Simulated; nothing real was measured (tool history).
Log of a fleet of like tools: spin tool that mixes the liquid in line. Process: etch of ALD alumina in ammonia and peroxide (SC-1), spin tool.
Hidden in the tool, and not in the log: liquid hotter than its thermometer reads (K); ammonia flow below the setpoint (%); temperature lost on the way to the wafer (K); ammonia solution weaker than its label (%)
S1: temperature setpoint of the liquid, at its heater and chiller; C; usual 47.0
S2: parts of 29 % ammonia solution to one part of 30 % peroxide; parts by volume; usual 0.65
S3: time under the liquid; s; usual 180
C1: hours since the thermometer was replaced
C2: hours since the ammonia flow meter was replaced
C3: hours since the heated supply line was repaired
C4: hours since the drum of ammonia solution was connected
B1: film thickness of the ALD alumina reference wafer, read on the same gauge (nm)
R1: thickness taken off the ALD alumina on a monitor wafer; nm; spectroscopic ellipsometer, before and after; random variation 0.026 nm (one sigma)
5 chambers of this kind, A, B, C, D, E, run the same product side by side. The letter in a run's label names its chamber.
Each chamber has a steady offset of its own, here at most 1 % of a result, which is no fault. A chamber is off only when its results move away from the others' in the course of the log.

run   hour    S1    S2   S3      C1      C2      C3      C4      B1      R1
       6.1  -- chamber D: new drum of ammonia solution connected
 1E    9.2  47.0  0.65  180   598.1   859.9   614.9   309.4  119.98  6.0007
 2B   15.1  47.0  0.65  180   307.7  1405.4   713.0   339.3  119.99  5.9937
 3A   22.1  47.0  0.65  180   318.0   219.7   972.1   393.8  119.99  6.0068
 4C   28.0  47.0  0.65  180   300.0   134.8   413.6  1048.8  120.00  5.9645
 5D   35.2  47.0  0.65  260  1796.3   383.2  2339.2    29.2  119.97  8.6847
 6E   41.7  47.0  0.65  260   630.6   892.4   647.4   341.9  120.00  8.6334
      43.1  -- chamber C: new drum of ammonia solution connected
 7A   51.9  47.0  0.65  260   347.8   249.5  1001.9   423.6  120.02  8.6900
 8D   62.8  47.0  0.65  260  1823.9   410.8  2366.8    56.8  119.98  8.6968
 9C   72.7  47.0  0.65  260   344.7   179.5   458.3    29.6  120.01  8.6287
10B   79.3  47.0  0.65  180   371.9  1469.6   777.2   403.5  119.99  5.9373
      80.6  -- chamber E: ammonia flow meter replaced
11B   87.0  47.0  0.45  260   379.6  1477.3   784.9   411.2  119.99  8.3572
12C   93.0  47.0  0.45  260   365.0   199.8   478.6    49.9  120.02  8.2970
      98.6  -- chamber D: thermometer replaced
13A   99.4  47.0  0.45  260   395.3   297.0  1049.4   471.1  120.00  8.4390
14D  109.5  47.0  0.45  260    11.0   457.5  2413.5   103.5  119.95  8.2577
15E  118.5  47.0  0.45  260   707.4    37.9   724.2   418.7  120.01  8.3555
16A  126.4  47.0  0.65  180   422.3   324.0  1076.4   498.1  119.99  6.0505
17B  134.2  47.0  0.65  180   426.8  1524.5   832.1   458.4  119.98  6.0149
18C  141.5  47.0  0.65  180   413.5   248.3   527.1    98.4  120.01  5.9528
     150.7  -- chamber B: thermometer replaced
19D  151.6  47.0  0.65  180    53.1   499.6  2455.6   145.6  120.01  5.9575
20E  161.0  47.0  0.65  180   749.9    80.4   766.7   461.2  119.97  6.0170
21B  170.3  47.0  0.65  180    19.6  1560.6   868.2   494.5  120.02  5.9931
22A  179.2  47.0  0.65  180   475.1   376.8  1129.2   550.9  120.00  6.0337
23C  187.6  47.0  0.65  180   459.6   294.4   573.2   144.5  119.99  5.9675
24E  197.3  47.0  0.65  180   786.2   116.7   803.0   497.5  120.00  5.9440
25D  203.4  47.0  0.65  180   104.9   551.4  2507.4   197.4  120.01  5.9713
26E  213.8  47.0  0.65  180   802.7   133.2   819.5   514.0  119.98  5.8724
27D  222.6  47.0  0.65  180   124.1   570.6  2526.6   216.6  120.00  6.0182
28B  231.2  38.5  0.65  180    80.5  1621.5   929.1   555.4  119.99  3.6442
29C  241.7  38.5  0.65  180   513.7   348.5   627.3   198.6  119.98  3.6690
30A  249.5  38.5  0.65  180   545.4   447.1  1199.5   621.2  120.02  3.7018
31C  257.5  38.5  0.65  180   529.5   364.3   643.1   214.4  120.01  3.6581
32E  264.3  38.5  0.65  180   853.2   183.7   870.0   564.5  120.01  3.5350
33A  269.7  47.0  0.65  180   565.6   467.3  1219.7   641.4  120.00  6.0343
34B  275.1  47.0  0.65  180   124.4  1665.4   973.0   599.3  120.00  6.0013
35D  280.3  47.0  0.65  180   181.8   628.3  2584.3   274.3  120.02  6.0127
     288.6  -- chamber A: ammonia flow meter replaced
36A  291.1  47.0  0.65  180   587.0     2.5  1241.1   662.8  120.01  6.0051
37C  297.2  47.0  0.65  180   569.2   404.0   682.8   254.1  120.02  5.9297
38E  304.6  47.0  0.65  180   893.5   224.0   910.3   604.8  120.02  5.6845
     309.8  -- chamber D: ammonia flow meter replaced
39B  315.1  53.5  0.65  120   164.4  1705.4  1013.0   639.3  120.02  5.7096
40D  320.6  53.5  0.65  120   222.1    10.8  2624.6   314.6  120.02  5.7007
41E  330.5  53.5  0.65  120   919.4   249.9   936.2   630.7  120.00  5.3571
42C  339.6  53.5  0.65  120   611.6   446.4   725.2   296.5  119.99  5.6396

What goes on in this fleet: one chamber off, a drifting gauge, or nothing beyond the chambers' own small offsets? Name the chamber and the cause, if any.

Chamber E drifts away from the others.
Cause: temperature lost on the way to the wafer (K) = 1.14.
The log may not tell that from: liquid colder than its thermometer reads (K).

Here are 4 candidates for chamber E's next run, each the usual settings with a change, their results left as question marks. Which one brings its results back in line with what the others give on the usual settings?
In line means no further than this from the other chambers' mean on the usual settings: R1 0.0930 nm
43E-1  347.5  45.0  0.65  180                       ?
43E-2  347.5  47.0  0.35  180                       ?
43E-3  347.5  49.0  0.65  180                       ?
43E-4  347.5  47.5  0.65  185                       ?

The other chambers' mean on the usual settings: R1 5.9874 nm
  run      R1
43E-1  5.0504
43E-2  5.3252
43E-3  6.3123
43E-4  5.9706
43E-4 brings the chamber back in line.
